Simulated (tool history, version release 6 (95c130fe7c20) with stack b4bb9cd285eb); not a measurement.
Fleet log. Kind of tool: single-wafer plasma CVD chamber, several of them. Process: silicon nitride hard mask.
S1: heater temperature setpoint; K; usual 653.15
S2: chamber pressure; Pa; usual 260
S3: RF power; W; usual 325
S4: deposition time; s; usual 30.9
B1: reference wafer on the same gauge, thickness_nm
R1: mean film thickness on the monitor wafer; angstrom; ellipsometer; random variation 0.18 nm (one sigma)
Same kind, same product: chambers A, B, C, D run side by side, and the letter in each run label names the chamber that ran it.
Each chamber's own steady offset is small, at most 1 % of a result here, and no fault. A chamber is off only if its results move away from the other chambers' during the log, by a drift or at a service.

Run 1C, day 0.254: usual settings; B1 41.878. Result: R1 403.53 angstrom.
Run 2B, day 0.375: usual settings; B1 41.946. Result: R1 400.62 angstrom.
Run 3A, day 0.592: usual settings; B1 41.845. Result: R1 398.19 angstrom.
Run 4D, day 0.829: usual settings; B1 41.887. Result: R1 398.67 angstrom.
Run 5C, day 0.971: usual settings; B1 41.912. Result: R1 403.20 angstrom.
Run 6A, day 1.221: usual settings; B1 41.885. Result: R1 397.83 angstrom.
Run 7B, day 1.429: usual settings; B1 41.879. Result: R1 399.13 angstrom.
Run 8D, day 1.696: usual settings; B1 41.900. Result: R1 398.04 angstrom.
Run 9A, day 1.867: usual settings; B1 41.884. Result: R1 399.81 angstrom.
Run 10C, day 2.046: usual settings; B1 41.928. Result: R1 402.22 angstrom.
Run 11B, day 2.179: usual settings; B1 41.921. Result: R1 399.66 angstrom.
Run 12D, day 2.308: usual settings; B1 41.892. Result: R1 399.18 angstrom.
Run 13A, day 2.562: usual settings; B1 41.903. Result: R1 399.09 angstrom.
Run 14C, day 2.779: usual settings but S3 265 W, S4 34.6 s; B1 41.920. Result: R1 391.71 angstrom.
Run 15D, day 2.925: usual settings but S3 265 W, S4 34.6 s; B1 41.902. Result: R1 383.76 angstrom.
Run 16B, day 3.062: usual settings but S3 265 W, S4 34.6 s; B1 41.923. Result: R1 389.15 angstrom.
Run 17C, day 3.262: usual settings but S3 265 W, S4 34.6 s; B1 41.895. Result: R1 393.81 angstrom.
Run 18D, day 3.383: usual settings; B1 41.855. Result: R1 396.51 angstrom.
Run 19B, day 3.638: usual settings; B1 41.932. Result: R1 396.67 angstrom.
Run 20A, day 3.900: usual settings; B1 41.871. Result: R1 398.30 angstrom.
Run 21C, day 4.121: usual settings; B1 41.863. Result: R1 400.13 angstrom.
Run 22A, day 4.258: usual settings; B1 41.883. Result: R1 400.76 angstrom.
Run 23D, day 4.396: usual settings; B1 41.883. Result: R1 393.81 angstrom.
Run 24B, day 4.629: usual settings; B1 41.881. Result: R1 397.67 angstrom.
Run 25D, day 4.854: usual settings but S3 380 W; B1 41.877. Result: R1 427.48 angstrom.
Run 26C, day 4.975: usual settings but S3 380 W; B1 41.917. Result: R1 442.88 angstrom.
Run 27B, day 5.229: usual settings but S3 380 W; B1 41.906. Result: R1 441.06 angstrom.
Run 28A, day 5.375: usual settings but S3 380 W; B1 41.943. Result: R1 440.41 angstrom.
Run 29D, day 5.646: usual settings; B1 41.906. Result: R1 385.33 angstrom.
Run 30A, day 5.833: usual settings; B1 41.855. Result: R1 399.35 angstrom.
Run 31B, day 6.046: usual settings; B1 41.912. Result: R1 398.96 angstrom.
Run 32C, day 6.250: usual settings; B1 41.896. Result: R1 400.78 angstrom.
Run 33D, day 6.429: usual settings; B1 41.925. Result: R1 387.38 angstrom.
Run 34A, day 6.604: usual settings; B1 41.874. Result: R1 397.02 angstrom.
Run 35B, day 6.738: usual settings; B1 41.925. Result: R1 398.31 angstrom.
Run 36C, day 6.862: usual settings; B1 41.920. Result: R1 402.48 angstrom.
Run 37C, day 7.029: usual settings; B1 41.941. Result: R1 399.51 angstrom.

Is one chamber off against the others, does the gauge drift, or is nothing wrong? If a chamber is off, say which, and what the likeliest cause is.

Little by little, chamber D moves away from the other chambers.
Most likely cause: delivered RF power below the setpoint (%) = 5.78.

Here are 4 candidates for chamber D's next run, each the usual settings with a change, their results left as question marks. Which one brings its results back in line with what the others give on the usual settings?
Counts as in line when no further than this from what the other chambers average on the usual settings: R1 6.10 angstrom
Run 38D-1, day 7.225: usual settings but S2 255 Pa, S3 315 W, S4 29.2 s. Result: R1 ?.
Run 38D-2, day 7.225: usual settings but S2 265 Pa, S3 335 W, S4 32.6 s. Result: R1 ?.
Run 38D-3, day 7.225: usual settings but S3 320 W, S4 30.0 s. Result: R1 ?.
Run 38D-4, day 7.225: usual settings but S3 330 W, S4 31.8 s. Result: R1 ?.

Other chambers, usual settings, mean: R1 399.93 angstrom
  run      R1
38D-1  353.44
38D-2  414.91
38D-3  368.94
38D-4  398.80
The right change is 38D-4: it brings the chamber back within the allowed miss of the others.
